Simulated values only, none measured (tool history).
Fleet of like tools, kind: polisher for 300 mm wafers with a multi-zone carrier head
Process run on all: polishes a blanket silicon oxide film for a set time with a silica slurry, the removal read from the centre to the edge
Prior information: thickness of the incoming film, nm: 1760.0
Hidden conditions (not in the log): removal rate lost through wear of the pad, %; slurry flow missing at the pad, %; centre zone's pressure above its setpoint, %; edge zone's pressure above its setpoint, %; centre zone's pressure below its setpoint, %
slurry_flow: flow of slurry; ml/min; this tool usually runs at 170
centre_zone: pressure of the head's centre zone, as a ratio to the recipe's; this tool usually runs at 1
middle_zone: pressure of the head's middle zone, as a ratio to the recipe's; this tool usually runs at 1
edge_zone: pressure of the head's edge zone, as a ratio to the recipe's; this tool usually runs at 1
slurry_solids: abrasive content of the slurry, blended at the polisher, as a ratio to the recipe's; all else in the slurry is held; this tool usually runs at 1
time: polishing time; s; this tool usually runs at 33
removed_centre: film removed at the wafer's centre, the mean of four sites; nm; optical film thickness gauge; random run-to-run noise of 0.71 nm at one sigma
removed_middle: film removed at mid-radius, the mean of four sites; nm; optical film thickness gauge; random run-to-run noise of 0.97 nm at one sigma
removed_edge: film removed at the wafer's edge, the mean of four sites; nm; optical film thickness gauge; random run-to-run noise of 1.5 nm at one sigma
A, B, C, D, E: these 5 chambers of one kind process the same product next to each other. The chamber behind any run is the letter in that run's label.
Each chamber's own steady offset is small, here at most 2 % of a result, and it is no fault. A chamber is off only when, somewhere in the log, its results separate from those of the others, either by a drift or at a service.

run   hour  slurry_flow  centre_zone  middle_zone  edge_zone  slurry_solids  time  wafers polished on this pad  hours since the slurry nozzle was cleaned  hours since the centre zone pressure was calibrated  hours since the edge zone pressure was calibrated  removed_centre  removed_middle  removed_edge
 1C    8.9          170            1            1          1              1    33                          452                                      389.1                                                   15                                              353.3          109.81          111.64         112.7
 2A   22.8          170            1            1          1              1    33                          729                                         72                                                418.8                                             1292.4           110.1          110.19        112.05
 3D   33.5          170            1            1          1              1    33                          796                                      112.9                                                581.5                                               1032          109.85          106.64        109.96
 4E     48          170            1            1          1              1    33                          713                                      112.9                                                663.9                                                376          109.99          111.41        110.38
      48.1  -- chamber C: edge zone pressure recalibrated
      48.4  -- chamber A: worn pad replaced by a new one
      49.5  -- chamber D: worn pad replaced by a new one
      54.3  -- chamber C: worn pad replaced by a new one
      58.6  -- chamber B: centre zone pressure recalibrated
 5B   58.6          170            1            1          1              1    33                          860                                      159.1                                                    0                                               60.6          111.14           109.7        112.04
      69.6  -- chamber D: centre zone pressure recalibrated
 6D   73.1          170            1            1          1              1    33                          264                                      152.5                                                  3.6                                             1071.6          110.53          108.09        108.33
      77.5  -- chamber E: worn pad replaced by a new one
      80.7  -- chamber A: edge zone pressure recalibrated
 7C   82.4          170            1            1          1              1    33                          314                                      462.6                                                 88.5                                               34.4          110.27          110.17        112.08
 8E     91          170            1         0.92       0.92              1    33                          151                                      155.9                                                706.9                                                419           109.1          101.08        104.31
 9B  103.5          170            1         0.92       0.92              1    33                         1362                                        204                                                 44.9                                              105.5          111.97          103.36        108.32
     108.7  -- chamber B: worn pad replaced by a new one
10A  113.3          170            1         0.92       0.92              1    33                          725                                      162.5                                                509.3                                               32.6          110.53           102.3        105.75
       119  -- chamber D: edge zone pressure recalibrated
11D  123.3          170            1         0.92       0.92              1    33                          825                                      202.7                                                 53.8                                                4.3          110.25          101.18        107.13
     124.7  -- chamber B: slurry nozzle cleaned
12A    137          170            1         0.92       0.92              1    33                          990                                      186.2                                                  533                                               56.3          110.52          102.61        106.65
     141.9  -- chamber A: worn pad replaced by a new one
     146.5  -- chamber D: worn pad replaced by a new one
13E  150.8          170            1            1          1              1    33                          820                                      215.7                                                766.7                                              478.8          110.49          110.37         111.3
     156.7  -- chamber C: worn pad replaced by a new one
     158.2  -- chamber E: worn pad replaced by a new one
     159.9  -- chamber A: slurry nozzle cleaned
14C  165.7          170            1            1          1              1    33                          100                                      545.9                                                171.8                                              117.7          110.57          110.75        109.95
15B  178.4          170            1            1          1              1    33                          779                                       53.8                                                119.8                                              180.4          110.59          110.79        112.71
16B  193.5          170            1            1          1              1    33                          948                                       68.9                                                134.9                                              195.5          112.58           109.3        111.71
17E  208.7          170            1            1          1              1    33                          565                                      273.6                                                824.6                                              536.7          110.42          109.99        111.94
     219.4  -- chamber B: worn pad replaced by a new one
18D  223.6          170         0.91            1       1.08              1    33                          861                                        303                                                154.1                                              104.6          99.341          108.48        116.47
     231.5  -- chamber D: worn pad replaced by a new one
19A  232.7          170         0.91            1       1.08              1    33                         1014                                       72.8                                                628.7                                                152          98.458          111.88        114.38
     236.2  -- chamber C: worn pad replaced by a new one
     240.9  -- chamber D: slurry nozzle cleaned
20C  243.2          170         0.91            1       1.08              1    33                           78                                      623.4                                                249.3                                              195.2          100.17          110.96        114.34
     245.8  -- chamber A: worn pad replaced by a new one
     251.3  -- chamber E: worn pad replaced by a new one
21E  258.2          170         0.91            1       1.08              1    33                           77                                      323.1                                                874.1                                              586.2          100.56          110.85        116.66
22C  270.5          170         0.91            1       1.08              1    33                          384                                      650.7                                                276.6                                              222.5          99.931          112.48        114.28
23A  280.9          170            1            1          1           0.75    33                          393                                        121                                                676.9                                              200.2          95.768          97.654        97.146
24D  288.7          170            1            1          1           0.75    33                          639                                       47.9                                                219.2                                              169.7          96.042          92.398        95.217
25B  301.5          170            1            1          1           0.75    33                          918                                      176.9                                                242.9                                              303.5          97.206          97.894        96.139
     308.7  -- chamber E: edge zone pressure recalibrated
26D  309.7          170            1            1          1           0.75    33                          874                                       68.9                                                240.2                                              190.7          95.993          93.593        92.705
     320.7  -- chamber D: worn pad replaced by a new one
27C  320.8          170            1            1          1           0.75    33                          946                                        701                                                326.9                                              272.8          96.856          96.836        97.239
     322.7  -- chamber E: centre zone pressure recalibrated
     325.9  -- chamber B: slurry nozzle cleaned
     328.5  -- chamber C: worn pad replaced by a new one
     330.1  -- chamber B: worn pad replaced by a new one
28A  331.4          170            1            1          1              1    33                          957                                      171.5                                                727.4                                              250.7          109.59          110.69        111.35
29B  344.5          170            1            1          1              1    33                          161                                       18.7                                                285.9                                              346.5          110.58          110.17         112.4
     344.7  -- chamber E: worn pad replaced by a new one
     350.9  -- chamber A: worn pad replaced by a new one
30E    356          170            1            1          1              1    33                          127                                      420.9                                                 33.3                                               47.4          110.97          111.05        110.82
31E    364          170            1            1          1              1    33                          216                                      428.9                                                 41.3                                               55.4          110.65           110.9        111.18
32B  374.6          170            1            1          1              1    33                          497                                       48.8                                                  316                                              376.6          109.32           111.1        112.86
     375.4  -- chamber C: slurry nozzle cleaned
     377.5  -- chamber C: edge zone pressure recalibrated
     385.9  -- chamber A: slurry nozzle cleaned
33A    388          170            1            1          1              1    33                          415                                        2.2                                                  784                                              307.3          109.24          108.23        112.93
34D  396.6          170            1            1          1              1    33                          848                                      155.8                                                327.1                                              277.6          109.51          108.61        110.35
35C  409.3          170            1            1          1              1    33                          903                                         34                                                415.4                                               31.9          109.93          111.97        111.12
     419.2  -- chamber D: worn pad replaced by a new one
36D  420.4          170            1            1          1              1    33                           14                                      179.6                                                350.9                                              301.4          108.84          108.49        108.78
     428.8  -- chamber C: worn pad replaced by a new one
37E  428.9          170            1            1          1              1    33                          941                                      493.8                                                106.2                                              120.3          110.79          110.87        110.57
     438.6  -- chamber B: worn pad replaced by a new one
38B  441.8          170            1            1          1              1    33                           36                                        116                                                383.2                                              443.8          111.37          109.61        109.83
39C  457.2          170            1            1       0.96              1    33                          317                                       81.9                                                463.3                                               79.8          108.64          108.81        107.18

What goes on in this fleet: one chamber off, a drifting gauge, or nothing beyond the chambers' own small offsets? Name the chamber and the cause, if any.

No chamber stands off beyond its own small offset, and the gauge holds steady.
